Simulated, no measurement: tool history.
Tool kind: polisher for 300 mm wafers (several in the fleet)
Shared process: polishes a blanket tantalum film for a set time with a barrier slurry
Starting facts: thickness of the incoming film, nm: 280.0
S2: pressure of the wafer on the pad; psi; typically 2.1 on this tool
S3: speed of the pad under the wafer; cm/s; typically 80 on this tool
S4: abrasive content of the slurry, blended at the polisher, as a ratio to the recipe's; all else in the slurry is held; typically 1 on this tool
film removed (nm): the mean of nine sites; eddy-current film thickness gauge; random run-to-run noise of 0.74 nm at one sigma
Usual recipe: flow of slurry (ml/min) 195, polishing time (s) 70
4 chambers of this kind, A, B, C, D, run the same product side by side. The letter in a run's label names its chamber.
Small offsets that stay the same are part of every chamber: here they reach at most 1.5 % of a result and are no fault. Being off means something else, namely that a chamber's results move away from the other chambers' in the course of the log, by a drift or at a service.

Run 1D, day 0.233: usual settings. Result: film removed (nm) 100.58.
Run 2B, day 0.483: usual settings. Result: film removed (nm) 101.57.
Run 3A, day 0.717: usual settings. Result: film removed (nm) 100.63.
Run 4C, day 0.867: usual settings. Result: film removed (nm) 100.61.
At day 1.129: chamber D: worn pad replaced by a new one.
Run 5D, day 1.212: usual settings. Result: film removed (nm) 101.34.
Run 6B, day 1.412: usual settings. Result: film removed (nm) 101.23.
Run 7C, day 1.608: usual settings. Result: film removed (nm) 100.88.
Run 8A, day 1.8: usual settings. Result: film removed (nm) 101.24.
Run 9C, day 2.108: usual settings. Result: film removed (nm) 100.38.
Run 10B, day 2.325: usual settings but S2 2.7 psi, S4 1.1. Result: film removed (nm) 132.39.
At day 2.383: chamber A: head pressure recalibrated.
At day 2.417: chamber A: slurry blender recalibrated.
At day 2.442: chamber D: slurry blender recalibrated.
Run 11A, day 2.617: usual settings but S2 2.7 psi, S4 1.1. Result: film removed (nm) 142.9.
Run 12D, day 2.946: usual settings but S2 2.7 psi, S4 1.1. Result: film removed (nm) 133.17.
At day 3.146: chamber C: slurry nozzle cleaned.
At day 3.167: chamber B: worn pad replaced by a new one.
Run 13A, day 3.229: usual settings but S2 2.7 psi, S4 1.1. Result: film removed (nm) 142.82.
Run 14C, day 3.508: usual settings. Result: film removed (nm) 100.69.
Run 15B, day 3.733: usual settings. Result: film removed (nm) 101.33.
Run 16D, day 3.896: usual settings. Result: film removed (nm) 101.75.
Run 17D, day 4.196: usual settings. Result: film removed (nm) 101.68.
Run 18C, day 4.546: usual settings. Result: film removed (nm) 100.71.
Run 19A, day 4.738: usual settings. Result: film removed (nm) 108.41.
Run 20B, day 5.042: usual settings. Result: film removed (nm) 99.79.
Run 21B, day 5.25: usual settings. Result: film removed (nm) 101.28.
Run 22D, day 5.467: usual settings. Result: film removed (nm) 101.24.
Run 23C, day 5.767: usual settings but flow of slurry (ml/min) 230, S2 1.6 psi. Result: film removed (nm) 78.734.
Run 24A, day 5.925: usual settings but flow of slurry (ml/min) 230, S2 1.6 psi. Result: film removed (nm) 83.23.
Run 25C, day 6.238: usual settings but flow of slurry (ml/min) 230, S2 1.6 psi. Result: film removed (nm) 77.942.
Run 26D, day 6.446: usual settings but flow of slurry (ml/min) 230, S2 1.6 psi. Result: film removed (nm) 79.283.

Next, all 4 chambers run the settings below, one line each with question marks for the results. What does each chamber give?
Run 27A, day 6.696: usual settings but S4 1.15. Result: film removed (nm) ?.
Run 27B, day 6.696: usual settings but S4 1.15. Result: film removed (nm) ?.
Run 27C, day 6.696: usual settings but S4 1.15. Result: film removed (nm) ?.
Run 27D, day 6.696: usual settings but S4 1.15. Result: film removed (nm) ?.

run  film removed (nm)
27A             111.23
27B             104.23
27C             105.75
27D              106.3
